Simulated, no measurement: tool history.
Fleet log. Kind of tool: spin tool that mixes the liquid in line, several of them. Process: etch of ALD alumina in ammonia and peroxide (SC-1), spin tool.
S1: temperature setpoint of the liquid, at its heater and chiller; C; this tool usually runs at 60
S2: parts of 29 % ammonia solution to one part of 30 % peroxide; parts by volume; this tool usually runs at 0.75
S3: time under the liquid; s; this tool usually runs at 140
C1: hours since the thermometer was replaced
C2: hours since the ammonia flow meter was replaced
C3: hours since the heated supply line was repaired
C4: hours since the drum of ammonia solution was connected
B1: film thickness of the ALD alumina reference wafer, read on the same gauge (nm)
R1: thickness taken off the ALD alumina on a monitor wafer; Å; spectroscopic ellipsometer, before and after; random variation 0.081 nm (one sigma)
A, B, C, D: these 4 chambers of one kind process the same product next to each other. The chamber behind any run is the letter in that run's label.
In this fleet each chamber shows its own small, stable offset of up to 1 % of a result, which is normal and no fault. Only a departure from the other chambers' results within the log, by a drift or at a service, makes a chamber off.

run	hour	S1	S2	S3	C1	C2	C3	C4	B1	R1
# hour 1.7: chamber B: heated supply line repaired
# hour 7.7: chamber D: new drum of ammonia solution connected
1D	9.3	60	0.75	140	1960.1	246.4	392.9	1.6	29.988	83.261
2B	16.2	60	0.75	140	1210.9	972	14.6	328.3	29.991	84.297
3A	21.8	60	0.75	140	1434.5	1246.7	1636.2	317.6	30.007	81.919
4C	26.6	60	0.75	140	1028.2	64.2	78.2	207.7	30.012	82.95
5D	32.8	60	0.75	140	1983.6	269.9	416.4	25.1	29.966	84.161
6B	40.8	52	0.75	140	1235.5	996.6	39.2	352.9	30.013	54.437
7A	48	52	0.75	140	1460.7	1272.9	1662.4	343.8	29.994	54.035
8C	54.8	52	0.75	140	1056.4	92.4	106.4	235.9	30.013	53.207
9B	61.8	52	0.75	140	1256.5	1017.6	60.2	373.9	30.007	55.207
10A	68.9	60	0.75	140	1481.6	1293.8	1683.3	364.7	29.974	81.085
11D	74.4	60	0.9	140	2025.2	311.5	458	66.7	30.029	85.368
12C	84	60	0.9	140	1085.6	121.6	135.6	265.1	29.987	83.676
13D	88.5	60	0.9	140	2039.3	325.6	472.1	80.8	30.028	84.569
14B	98.5	60	0.9	140	1293.2	1054.3	96.9	410.6	30.017	85.389
15A	104.2	60	0.75	140	1516.9	1329.1	1718.6	400	29.991	80.339
16C	114.3	60	0.75	140	1115.9	151.9	165.9	295.4	30.023	83.41
17D	123.8	60	0.75	140	2074.6	360.9	507.4	116.1	30.014	82.839
# hour 128.6: chamber D: thermometer replaced
18A	132.7	60	0.75	140	1545.4	1357.6	1747.1	428.5	29.985	77.67
19C	142.9	60	0.75	140	1144.5	180.5	194.5	324	30.017	82.692
20B	147.5	60	0.75	140	1342.2	1103.3	145.9	459.6	30.002	81.831
21C	152.4	60	0.75	140	1154	190	204	333.5	30.009	81.87
22A	162.6	64	0.6	140	1575.3	1387.5	1777	458.4	29.992	93.883
23B	171.3	64	0.6	140	1366	1127.1	169.7	483.4	29.989	97.744
24D	176.3	64	0.6	140	47.8	413.4	559.9	168.6	29.995	101.04

All chambers now run identical settings, listed one chamber a line with results as question marks. What results will each chamber show?
25A	183.6	55	0.75	140						?
25B	183.6	55	0.75	140						?
25C	183.6	55	0.75	140						?
25D	183.6	55	0.75	140						?

run	R1
25A	58.114
25B	62.86
25C	63.831
25D	64.007
